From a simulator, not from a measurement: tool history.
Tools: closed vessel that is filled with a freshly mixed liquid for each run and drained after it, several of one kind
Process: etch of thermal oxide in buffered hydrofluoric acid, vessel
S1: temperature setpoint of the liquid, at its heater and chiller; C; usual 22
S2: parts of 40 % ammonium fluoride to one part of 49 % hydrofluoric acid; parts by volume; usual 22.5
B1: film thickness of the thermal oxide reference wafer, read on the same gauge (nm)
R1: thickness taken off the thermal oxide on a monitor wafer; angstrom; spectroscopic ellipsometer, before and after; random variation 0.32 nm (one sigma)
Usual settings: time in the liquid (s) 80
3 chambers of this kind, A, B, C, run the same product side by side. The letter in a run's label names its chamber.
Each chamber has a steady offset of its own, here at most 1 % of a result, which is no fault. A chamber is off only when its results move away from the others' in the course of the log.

Run 1B, hour 12.3: usual settings; B1 60.001. Result: R1 367.16 angstrom.
Run 2C, hour 26.4: usual settings; B1 59.989. Result: R1 369.7 angstrom.
Run 3A, hour 39.3: usual settings; B1 60.017. Result: R1 368.77 angstrom.
Run 4B, hour 46.6: usual settings; B1 59.991. Result: R1 371.22 angstrom.
Run 5C, hour 55.9: usual settings; B1 59.986. Result: R1 374.21 angstrom.
Run 6A, hour 68.7: usual settings; B1 60.03. Result: R1 375.94 angstrom.
Run 7B, hour 79.3: usual settings; B1 59.998. Result: R1 365.45 angstrom.
Run 8A, hour 89.7: usual settings; B1 60.018. Result: R1 371.17 angstrom.
Run 9C, hour 98.5: usual settings; B1 60.027. Result: R1 375.61 angstrom.
Run 10A, hour 108.7: usual settings; B1 60.012. Result: R1 380.49 angstrom.
Run 11B, hour 116.3: usual settings; B1 60.005. Result: R1 365.71 angstrom.
Run 12C, hour 126: usual settings but S1 26 C; B1 60.02. Result: R1 473.19 angstrom.
Run 13C, hour 139.1: usual settings but S1 26 C; B1 60.049. Result: R1 470.22 angstrom.
Run 14A, hour 147.8: usual settings but S1 26 C; B1 59.992. Result: R1 472.64 angstrom.
Run 15B, hour 156.3: usual settings; B1 60.027. Result: R1 372.17 angstrom.
Run 16C, hour 164.6: usual settings; B1 59.992. Result: R1 375.24 angstrom.
Run 17A, hour 174.6: usual settings; B1 59.981. Result: R1 374.8 angstrom.
Run 18B, hour 180.8: usual settings but time in the liquid (s) 120; B1 60. Result: R1 558.74 angstrom.
Run 19A, hour 186.9: usual settings but time in the liquid (s) 120; B1 59.984. Result: R1 558.11 angstrom.
Run 20B, hour 197.8: usual settings but time in the liquid (s) 120; B1 59.998. Result: R1 547.82 angstrom.
Run 21C, hour 207.3: usual settings but S1 17 C; B1 60.014. Result: R1 279.99 angstrom.
Run 22A, hour 218.2: usual settings but S1 17 C; B1 60.042. Result: R1 278.23 angstrom.
Run 23C, hour 231.6: usual settings but S1 17 C; B1 59.97. Result: R1 274.36 angstrom.
Run 24B, hour 241.7: usual settings but S1 25 C, time in the liquid (s) 130; B1 59.988. Result: R1 699.51 angstrom.
Run 25B, hour 255.2: usual settings but S1 25 C, time in the liquid (s) 130; B1 59.981. Result: R1 709.57 angstrom.
Run 26C, hour 268.3: usual settings but S1 25 C, time in the liquid (s) 130; B1 60.05. Result: R1 712.04 angstrom.
At hour 268.9: chamber B: thermometer replaced.
Run 27A, hour 274.7: usual settings; B1 59.992. Result: R1 378.2 angstrom.
Run 28B, hour 287.5: usual settings; B1 59.984. Result: R1 371.95 angstrom.
Run 29C, hour 300.8: usual settings; B1 59.987. Result: R1 371.56 angstrom.
Run 30A, hour 314.6: usual settings; B1 60.027. Result: R1 374.7 angstrom.
Run 31C, hour 327.4: usual settings; B1 59.989. Result: R1 371.33 angstrom.
Run 32B, hour 335.2: usual settings; B1 60.009. Result: R1 370.26 angstrom.
Run 33A, hour 342.9: usual settings; B1 59.993. Result: R1 374.79 angstrom.
Run 34B, hour 353.8: usual settings; B1 60.01. Result: R1 375.41 angstrom.
Run 35A, hour 361.1: usual settings; B1 59.994. Result: R1 375.73 angstrom.
Run 36C, hour 373: usual settings; B1 60.016. Result: R1 374.66 angstrom.
Run 37B, hour 383.7: usual settings; B1 60.026. Result: R1 371.24 angstrom.
Run 38A, hour 390.7: usual settings; B1 60.024. Result: R1 376.5 angstrom.
Run 39C, hour 400.6: usual settings; B1 60.002. Result: R1 368.05 angstrom.
Run 40A, hour 412.2: usual settings; B1 59.99. Result: R1 370.89 angstrom.
Run 41C, hour 425.5: usual settings; B1 60.008. Result: R1 370.87 angstrom.
Run 42B, hour 435.2: usual settings; B1 60.028. Result: R1 373.86 angstrom.

What goes on in this fleet: one chamber off, a drifting gauge, or nothing beyond the chambers' own small offsets? Name the chamber and the cause, if any.

No chamber stands off beyond its own small offset, and the gauge holds steady.
